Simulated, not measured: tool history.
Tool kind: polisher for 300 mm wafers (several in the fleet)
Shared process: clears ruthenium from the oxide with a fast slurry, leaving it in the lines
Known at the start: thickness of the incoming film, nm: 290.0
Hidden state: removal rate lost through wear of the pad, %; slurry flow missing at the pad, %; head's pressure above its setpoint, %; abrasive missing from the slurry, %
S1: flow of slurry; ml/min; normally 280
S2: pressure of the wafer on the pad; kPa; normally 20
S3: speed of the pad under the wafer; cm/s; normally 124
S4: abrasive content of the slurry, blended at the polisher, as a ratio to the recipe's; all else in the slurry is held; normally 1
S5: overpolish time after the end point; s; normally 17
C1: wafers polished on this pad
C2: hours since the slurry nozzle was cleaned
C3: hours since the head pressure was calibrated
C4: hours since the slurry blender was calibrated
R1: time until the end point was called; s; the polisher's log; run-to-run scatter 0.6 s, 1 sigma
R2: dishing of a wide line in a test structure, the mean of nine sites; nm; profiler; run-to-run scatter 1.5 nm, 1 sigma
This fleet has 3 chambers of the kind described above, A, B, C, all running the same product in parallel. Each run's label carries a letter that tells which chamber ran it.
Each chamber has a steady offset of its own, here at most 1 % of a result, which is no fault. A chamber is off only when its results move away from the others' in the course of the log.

| run | hour | S1 | S2 | S3 | S4 | S5 | C1 | C2 | C3 | C4 | R1 | R2 |
|---|---|---|---|---|---|---|---|---|---|---|---|---|
|  | 2 | chamber C: worn pad replaced by a new one |
| 1B | 5.3 | 280 | 20 | 124 | 1 | 17 | 198 | 674.8 | 1501.2 | 261.4 | 55.067 | 61.775 |
| 2C | 11.1 | 280 | 20 | 124 | 1 | 17 | 113 | 271.2 | 1224.4 | 21.1 | 55.216 | 61.384 |
|  | 13.9 | chamber A: slurry blender recalibrated |
| 3A | 17.1 | 280 | 20 | 124 | 1 | 17 | 461 | 365.8 | 238 | 3.3 | 54.679 | 58.991 |
| 4A | 22.4 | 280 | 20 | 124 | 1 | 17 | 527 | 371.1 | 243.3 | 8.6 | 54.793 | 61.754 |
| 5B | 28.1 | 280 | 20 | 124 | 1 | 17 | 482 | 697.6 | 1524 | 284.2 | 55.293 | 58.854 |
| 6C | 31.1 | 280 | 20 | 124 | 0.85 | 17 | 362 | 291.2 | 1244.4 | 41.1 | 58.893 | 59.561 |
|  | 35 | chamber A: worn pad replaced by a new one |
| 7B | 35.7 | 280 | 20 | 124 | 0.85 | 17 | 576 | 705.2 | 1531.6 | 291.8 | 59.43 | 55.769 |
| 8C | 40.3 | 280 | 20 | 124 | 0.85 | 17 | 477 | 300.4 | 1253.6 | 50.3 | 58.183 | 56.641 |
|  | 44.8 | chamber B: slurry blender recalibrated |
| 9A | 44.9 | 280 | 20 | 124 | 1 | 17 | 123 | 393.6 | 265.8 | 31.1 | 54.498 | 58.36 |
| 10C | 48.4 | 280 | 20 | 124 | 1 | 17 | 578 | 308.5 | 1261.7 | 58.4 | 53.565 | 60.422 |
|  | 52.4 | chamber B: worn pad replaced by a new one |
| 11B | 53.5 | 280 | 20 | 124 | 1 | 17 | 14 | 723 | 1549.4 | 8.7 | 56.369 | 60.355 |
| 12A | 56.9 | 280 | 20 | 124 | 1 | 17 | 273 | 405.6 | 277.8 | 43.1 | 54.105 | 62.854 |
| 13A | 61.4 | 280 | 20 | 124 | 1 | 17 | 329 | 410.1 | 282.3 | 47.6 | 54.532 | 59.365 |
| 14C | 64.4 | 280 | 24.8 | 124 | 1 | 17 | 777 | 324.5 | 1277.7 | 74.4 | 43 | 73.31 |
| 15B | 69.4 | 280 | 24.8 | 124 | 1 | 17 | 211 | 738.9 | 1565.3 | 24.6 | 43.981 | 67.464 |
|  | 69.5 | chamber C: worn pad replaced by a new one |
|  | 71.1 | chamber C: head pressure recalibrated |
| 16A | 75.4 | 280 | 24.8 | 124 | 1 | 17 | 503 | 424.1 | 296.3 | 61.6 | 43.49 | 72.1 |
|  | 75.5 | chamber A: head pressure recalibrated |
|  | 76.8 | chamber B: head pressure recalibrated |
| 17C | 80.7 | 280 | 20 | 124 | 1 | 17 | 140 | 340.8 | 9.6 | 90.7 | 54.382 | 59.095 |
| 18B | 86.2 | 280 | 20 | 124 | 1 | 17 | 421 | 755.7 | 9.5 | 41.4 | 55.566 | 60.328 |
| 19B | 90.8 | 280 | 24.1 | 96 | 1 | 17 | 478 | 760.3 | 14.1 | 46 | 58.063 | 59.217 |
|  | 93.1 | chamber A: worn pad replaced by a new one |
| 20C | 94.9 | 280 | 24.1 | 96 | 1 | 17 | 316 | 355 | 23.8 | 104.9 | 58.387 | 57.416 |
| 21A | 98.6 | 280 | 24.1 | 96 | 1 | 17 | 68 | 447.3 | 23.2 | 84.8 | 57.829 | 60.291 |
| 22B | 103.9 | 280 | 20 | 124 | 1 | 17 | 641 | 773.4 | 27.2 | 59.1 | 55.199 | 60.918 |
|  | 107.9 | chamber B: worn pad replaced by a new one |
| 23C | 109.9 | 280 | 20 | 124 | 1 | 17 | 503 | 370 | 38.8 | 119.9 | 55.465 | 58.109 |
| 24A | 115 | 280 | 20 | 124 | 1 | 17 | 272 | 463.7 | 39.6 | 101.2 | 54.646 | 61.325 |
| 25A | 117.7 | 280 | 20 | 124 | 1 | 17 | 306 | 466.4 | 42.3 | 103.9 | 53.805 | 60.511 |
| 26B | 122.8 | 280 | 20 | 124 | 1 | 17 | 186 | 792.3 | 46.1 | 78 | 55.188 | 63.093 |
| 27C | 125.5 | 280 | 20 | 104 | 1 | 24 | 697 | 385.6 | 54.4 | 135.5 | 65.385 | 71.115 |
| 28A | 131.5 | 280 | 20 | 104 | 1 | 24 | 478 | 480.2 | 56.1 | 117.7 | 66.002 | 70.119 |
| 29C | 137 | 280 | 20 | 104 | 1 | 24 | 840 | 397.1 | 65.9 | 147 | 65.787 | 67.987 |
|  | 137.9 | chamber C: worn pad replaced by a new one |
| 30B | 142.5 | 280 | 20 | 124 | 1 | 17 | 431 | 812 | 65.8 | 97.7 | 55.187 | 59.684 |
| 31A | 148.1 | 280 | 20 | 156 | 1 | 17 | 684 | 496.8 | 72.7 | 134.3 | 43.213 | 72.018 |
|  | 150.3 | chamber A: worn pad replaced by a new one |
| 32B | 153.7 | 280 | 20 | 156 | 1 | 17 | 571 | 823.2 | 77 | 108.9 | 43.523 | 66.756 |
| 33C | 159.2 | 280 | 20 | 156 | 1 | 17 | 265 | 419.3 | 88.1 | 169.2 | 43.325 | 71.924 |
| 34B | 162.9 | 280 | 20 | 124 | 1 | 17 | 685 | 832.4 | 86.2 | 118.1 | 55.565 | 61.326 |
|  | 166.2 | chamber B: worn pad replaced by a new one |
| 35A | 167.4 | 280 | 20 | 124 | 1 | 17 | 213 | 516.1 | 92 | 153.6 | 54.308 | 60.889 |
| 36C | 171.9 | 280 | 20 | 124 | 1 | 17 | 423 | 432 | 100.8 | 181.9 | 54.319 | 61.367 |
| 37C | 175.1 | 280 | 20 | 124 | 1 | 17 | 463 | 435.2 | 104 | 185.1 | 53.95 | 59.858 |
| 38B | 178.9 | 280 | 20 | 124 | 1 | 17 | 158 | 848.4 | 102.2 | 134.1 | 55.331 | 60.217 |
| 39A | 184.4 | 280 | 20 | 124 | 1 | 17 | 424 | 533.1 | 109 | 170.6 | 54.22 | 59.482 |
| 40B | 190 | 280 | 20 | 124 | 1 | 17 | 296 | 859.5 | 113.3 | 145.2 | 54.37 | 57.899 |
| 41A | 193.6 | 280 | 20 | 124 | 1 | 17 | 539 | 542.3 | 118.2 | 179.8 | 55.045 | 57.732 |

Is one chamber out of step, is the gauge drifting, or do the chambers differ by no more than their own small offsets? For an off chamber, give its letter and the likeliest cause.

Beyond each chamber's small constant offset nothing stands out, and the gauge stays steady.

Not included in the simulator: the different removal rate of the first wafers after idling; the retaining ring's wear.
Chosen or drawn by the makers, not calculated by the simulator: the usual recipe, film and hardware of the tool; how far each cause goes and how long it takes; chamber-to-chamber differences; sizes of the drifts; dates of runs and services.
